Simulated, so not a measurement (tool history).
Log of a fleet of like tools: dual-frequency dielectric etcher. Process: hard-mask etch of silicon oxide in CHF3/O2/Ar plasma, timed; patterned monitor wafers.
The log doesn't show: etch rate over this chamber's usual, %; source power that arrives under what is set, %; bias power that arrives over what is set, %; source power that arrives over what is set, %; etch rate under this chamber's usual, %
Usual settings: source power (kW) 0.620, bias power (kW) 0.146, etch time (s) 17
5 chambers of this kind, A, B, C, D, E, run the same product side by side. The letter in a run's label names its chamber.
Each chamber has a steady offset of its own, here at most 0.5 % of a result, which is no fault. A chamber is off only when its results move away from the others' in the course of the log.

run,hour,source power (kW),bias power (kW),etch time (s),hours since the last wet clean,hours since the last source power generator calibration,hours since the last bias power generator calibration,"read-back reference wafer on the same gauge, depth_nm",mean etch depth across the wafer (angstrom)
1E,5.8,0.620,0.146,17,63.4,2195.2,1042.2,29.042,316.05
2B,8.7,0.620,0.146,17,252.4,302.5,2295.7,29.110,320.04
3D,13.6,0.620,0.146,17,49.0,2670.4,2328.5,29.091,320.73
4C,17.9,0.620,0.146,17,394.9,1294.7,3084.1,29.083,320.40
5A,21.3,0.620,0.146,17,24.5,1270.2,186.4,29.113,318.63
6E,25.1,0.620,0.146,17,82.7,2214.5,1061.5,29.077,320.06
7C,29.5,0.620,0.169,17,406.5,1306.3,3095.7,29.102,331.79
8A,35.3,0.620,0.169,17,38.5,1284.2,200.4,29.111,337.27
9B,40.1,0.620,0.169,17,283.8,333.9,2327.1,29.117,338.22
10D,42.8,0.620,0.169,17,78.2,2699.6,2357.7,29.077,335.18
11B,46.2,0.620,0.169,17,289.9,340.0,2333.2,29.071,338.47
12D,50.6,0.620,0.146,17,86.0,2707.4,2365.5,29.094,318.66
13E,53.3,0.620,0.146,17,110.9,2242.7,1089.7,29.107,317.49
14A,57.4,0.490,0.170,17,60.6,1306.3,222.5,29.072,306.75
15C,60.9,0.490,0.170,17,437.9,1337.7,3127.1,29.156,307.21
16A,66.1,0.490,0.170,17,69.3,1315.0,231.2,29.129,306.23
17B,70.4,0.490,0.170,17,314.1,364.2,2357.4,29.138,308.45
18C,73.1,0.490,0.170,17,450.1,1349.9,3139.3,29.107,306.01
19E,77.0,0.620,0.146,17,134.6,2266.4,1113.4,29.122,317.93
20D,82.6,0.620,0.146,17,118.0,2739.4,2397.5,29.147,316.97
21B,87.2,0.620,0.146,17,330.9,381.0,2374.2,29.116,323.97
22E,92.1,0.620,0.146,17,149.7,2281.5,1128.5,29.133,318.73
23C,95.0,0.620,0.146,17,472.0,1371.8,3161.2,29.037,319.94
24D,100.3,0.620,0.118,17,135.7,2757.1,2415.2,29.084,298.00
25A,106.0,0.620,0.118,17,109.2,1354.9,271.1,29.120,299.33
26C,111.9,0.620,0.118,17,488.9,1388.7,3178.1,29.106,301.88
27B,115.4,0.620,0.118,17,359.1,409.2,2402.4,29.072,307.27
28A,118.3,0.620,0.118,17,121.5,1367.2,283.4,29.079,300.32
29D,124.2,0.470,0.146,17,159.6,2781.0,2439.1,29.135,287.12
30E,128.1,0.470,0.146,17,185.7,2317.5,1164.5,29.107,285.32
31A,131.2,0.470,0.146,17,134.4,1380.1,296.3,29.070,287.03
32E,135.3,0.470,0.146,17,192.9,2324.7,1171.7,29.069,284.76
33B,140.5,0.470,0.146,17,384.2,434.3,2427.5,29.095,296.00
34C,144.1,0.620,0.120,17,521.1,1420.9,3210.3,29.092,301.25
35D,149.4,0.620,0.120,17,184.8,2806.2,2464.3,29.083,298.12
36A,153.4,0.620,0.120,17,156.6,1402.3,318.5,29.080,301.62

What goes on in this fleet: one chamber off, a drifting gauge, or nothing beyond the chambers' own small offsets? Name the chamber and the cause, if any.

Chamber B drifts away from the others.
Cause: etch rate over this chamber's usual, % = 3.8.

Here are 4 candidates for chamber B's next run, each the usual settings with a change, their results left as question marks. Which one brings its results back in line with what the others give on the usual settings?
In line means no further than this from the other chambers' mean on the usual settings: mean etch depth across the wafer (angstrom) 6.10
37B-1,157.7,0.620,0.162,17,,,,,?
37B-2,157.7,0.580,0.140,17,,,,,?
37B-3,157.7,0.630,0.148,18,,,,,?
37B-4,157.7,0.610,0.144,16,,,,,?

The other chambers' mean on the usual settings: mean etch depth across the wafer (angstrom) 318.74
run,mean etch depth across the wafer (angstrom)
37B-1,341.76
37B-2,317.36
37B-3,353.45
37B-4,307.47
37B-2 brings the chamber back in line.
